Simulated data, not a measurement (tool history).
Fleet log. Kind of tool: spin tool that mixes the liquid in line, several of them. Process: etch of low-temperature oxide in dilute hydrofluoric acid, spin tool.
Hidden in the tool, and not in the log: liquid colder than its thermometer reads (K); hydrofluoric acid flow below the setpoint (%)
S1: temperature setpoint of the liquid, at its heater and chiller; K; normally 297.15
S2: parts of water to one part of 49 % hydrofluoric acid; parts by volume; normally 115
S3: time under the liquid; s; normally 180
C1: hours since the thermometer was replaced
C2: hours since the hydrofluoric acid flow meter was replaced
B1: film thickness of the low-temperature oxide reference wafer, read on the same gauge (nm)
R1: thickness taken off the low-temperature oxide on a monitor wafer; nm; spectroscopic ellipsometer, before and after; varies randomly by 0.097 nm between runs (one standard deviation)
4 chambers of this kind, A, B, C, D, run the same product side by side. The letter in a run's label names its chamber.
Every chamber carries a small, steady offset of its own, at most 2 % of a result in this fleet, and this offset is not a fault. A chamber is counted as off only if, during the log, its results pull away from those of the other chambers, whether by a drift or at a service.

{"run": "1A", "hour": 4.7, "S1": 297.15, "S2": 115, "S3": 180, "C1": 1096.4, "C2": 1521.6, "B1": 80.001, "R1": 16.19}
{"run": "2B", "hour": 11.1, "S1": 297.15, "S2": 115, "S3": 180, "C1": 357.7, "C2": 380.2, "B1": 80.005, "R1": 16.315}
{"run": "3D", "hour": 14.6, "S1": 297.15, "S2": 115, "S3": 180, "C1": 840.5, "C2": 471.2, "B1": 79.988, "R1": 16.474}
{"run": "4C", "hour": 17.6, "S1": 297.15, "S2": 115, "S3": 180, "C1": 2618.7, "C2": 1439.4, "B1": 80.015, "R1": 16.303}
{"run": "5C", "hour": 24.3, "S1": 297.15, "S2": 115, "S3": 180, "C1": 2625.4, "C2": 1446.1, "B1": 80.009, "R1": 16.301}
{"run": "6D", "hour": 27.3, "S1": 297.15, "S2": 115, "S3": 180, "C1": 853.2, "C2": 483.9, "B1": 79.992, "R1": 16.515}
{"run": "7A", "hour": 32.4, "S1": 297.15, "S2": 115, "S3": 240, "C1": 1124.1, "C2": 1549.3, "B1": 80.019, "R1": 21.499}
{"run": "8B", "hour": 36.1, "S1": 297.15, "S2": 115, "S3": 240, "C1": 382.7, "C2": 405.2, "B1": 80.015, "R1": 21.694}
{"run": "9D", "hour": 42.6, "S1": 297.15, "S2": 115, "S3": 240, "C1": 868.5, "C2": 499.2, "B1": 80.01, "R1": 22.073}
{"run": "10C", "hour": 47.1, "S1": 297.15, "S2": 115, "S3": 240, "C1": 2648.2, "C2": 1468.9, "B1": 79.993, "R1": 21.669}
{"run": "11B", "hour": 50.1, "S1": 297.15, "S2": 115, "S3": 180, "C1": 396.7, "C2": 419.2, "B1": 79.998, "R1": 16.259}
{"run": "12A", "hour": 56.2, "S1": 297.15, "S2": 115, "S3": 180, "C1": 1147.9, "C2": 1573.1, "B1": 79.972, "R1": 16.373}
{"run": "13A", "hour": 60.2, "S1": 297.15, "S2": 115, "S3": 180, "C1": 1151.9, "C2": 1577.1, "B1": 80.02, "R1": 16.295}
{"run": "14B", "hour": 63.7, "S1": 293.15, "S2": 115, "S3": 180, "C1": 410.3, "C2": 432.8, "B1": 80.002, "R1": 13.848}
{"run": "15D", "hour": 70.6, "S1": 293.15, "S2": 115, "S3": 180, "C1": 896.5, "C2": 527.2, "B1": 80.009, "R1": 14.035}
{"run": "16C", "hour": 77.4, "S1": 293.15, "S2": 115, "S3": 180, "C1": 2678.5, "C2": 1499.2, "B1": 79.999, "R1": 13.827}
{"run": "17D", "hour": 82.2, "S1": 293.15, "S2": 115, "S3": 180, "C1": 908.1, "C2": 538.8, "B1": 80.015, "R1": 14.065}
{"run": "18C", "hour": 86.1, "S1": 297.15, "S2": 65, "S3": 180, "C1": 2687.2, "C2": 1507.9, "B1": 79.985, "R1": 31.46}
{"run": "19A", "hour": 89.8, "S1": 297.15, "S2": 65, "S3": 180, "C1": 1181.5, "C2": 1606.7, "B1": 79.984, "R1": 31.082}
{"run": "20B", "hour": 95.2, "S1": 297.15, "S2": 65, "S3": 180, "C1": 441.8, "C2": 464.3, "B1": 79.996, "R1": 30.752}
{"run": "21C", "hour": 98.5, "S1": 297.15, "S2": 65, "S3": 180, "C1": 2699.6, "C2": 1520.3, "B1": 80.003, "R1": 31.393}
{"run": "22A", "hour": 102.3, "S1": 297.15, "S2": 115, "S3": 180, "C1": 1194, "C2": 1619.2, "B1": 80.021, "R1": 16.329}
{"run": "23D", "hour": 107.3, "S1": 297.15, "S2": 115, "S3": 180, "C1": 933.2, "C2": 563.9, "B1": 79.991, "R1": 16.548}
{"run": "24B", "hour": 112.3, "S1": 297.15, "S2": 115, "S3": 180, "C1": 458.9, "C2": 481.4, "B1": 79.998, "R1": 15.825}
{"run": "25A", "hour": 118.9, "S1": 297.15, "S2": 115, "S3": 180, "C1": 1210.6, "C2": 1635.8, "B1": 80.021, "R1": 16.226}
{"run": "26B", "hour": 122.2, "S1": 297.15, "S2": 115, "S3": 180, "C1": 468.8, "C2": 491.3, "B1": 79.998, "R1": 15.93}
{"run": "27C", "hour": 128.7, "S1": 297.15, "S2": 115, "S3": 180, "C1": 2729.8, "C2": 1550.5, "B1": 80.002, "R1": 16.202}
{"run": "28D", "hour": 132.9, "S1": 297.15, "S2": 115, "S3": 180, "C1": 958.8, "C2": 589.5, "B1": 80.006, "R1": 16.432}
{"run": "29D", "hour": 139.3, "S1": 297.15, "S2": 115, "S3": 180, "C1": 965.2, "C2": 595.9, "B1": 79.991, "R1": 16.775}
{"run": "30B", "hour": 144.7, "S1": 297.15, "S2": 115, "S3": 180, "C1": 491.3, "C2": 513.8, "B1": 79.999, "R1": 15.744}
{"run": "31A", "hour": 149.8, "S1": 297.15, "S2": 115, "S3": 180, "C1": 1241.5, "C2": 1666.7, "B1": 80.022, "R1": 16.133}
{"run": "32C", "hour": 153.4, "S1": 297.15, "S2": 60, "S3": 180, "C1": 2754.5, "C2": 1575.2, "B1": 80.015, "R1": 33.851}
{"run": "33C", "hour": 160.3, "S1": 297.15, "S2": 60, "S3": 180, "C1": 2761.4, "C2": 1582.1, "B1": 80.016, "R1": 34.024}
{"run": "34B", "hour": 165.4, "S1": 297.15, "S2": 60, "S3": 180, "C1": 512, "C2": 534.5, "B1": 80.01, "R1": 32.033}

Read the log: is a single chamber off, either drifting away or since a service, is the gauge that measures every chamber drifting, or is nothing wrong beyond small per-chamber offsets? Name any odd chamber and what most likely caused it.

It is chamber B that slowly wanders off from its peers.
Most likely cause: liquid colder than its thermometer reads (K) = 1.28.
The log may not tell that from: hydrofluoric acid flow below the setpoint (%).

Here are 4 candidates for chamber B's next run, each the usual settings with a change, their results left as question marks. Which one brings its results back in line with what the others give on the usual settings?
Allowed miss from the other chambers' usual-settings mean, per result, to count as in line: R1 0.34 nm
{"run": "35B-1", "hour": 170.4, "S1": 297.65, "S2": 115, "S3": 180, "R1": "?"}
{"run": "35B-2", "hour": 170.4, "S1": 297.15, "S2": 110, "S3": 180, "R1": "?"}
{"run": "35B-3", "hour": 170.4, "S1": 296.65, "S2": 115, "S3": 180, "R1": "?"}
{"run": "35B-4", "hour": 170.4, "S1": 297.15, "S2": 115, "S3": 170, "R1": "?"}

Average result of the remaining chambers running the usual settings: R1 16.379 nm
run=35B-1 R1=15.795
run=35B-2 R1=16.282
run=35B-3 R1=15.169
run=35B-4 R1=14.62
35B-2 brings the chamber back in line.

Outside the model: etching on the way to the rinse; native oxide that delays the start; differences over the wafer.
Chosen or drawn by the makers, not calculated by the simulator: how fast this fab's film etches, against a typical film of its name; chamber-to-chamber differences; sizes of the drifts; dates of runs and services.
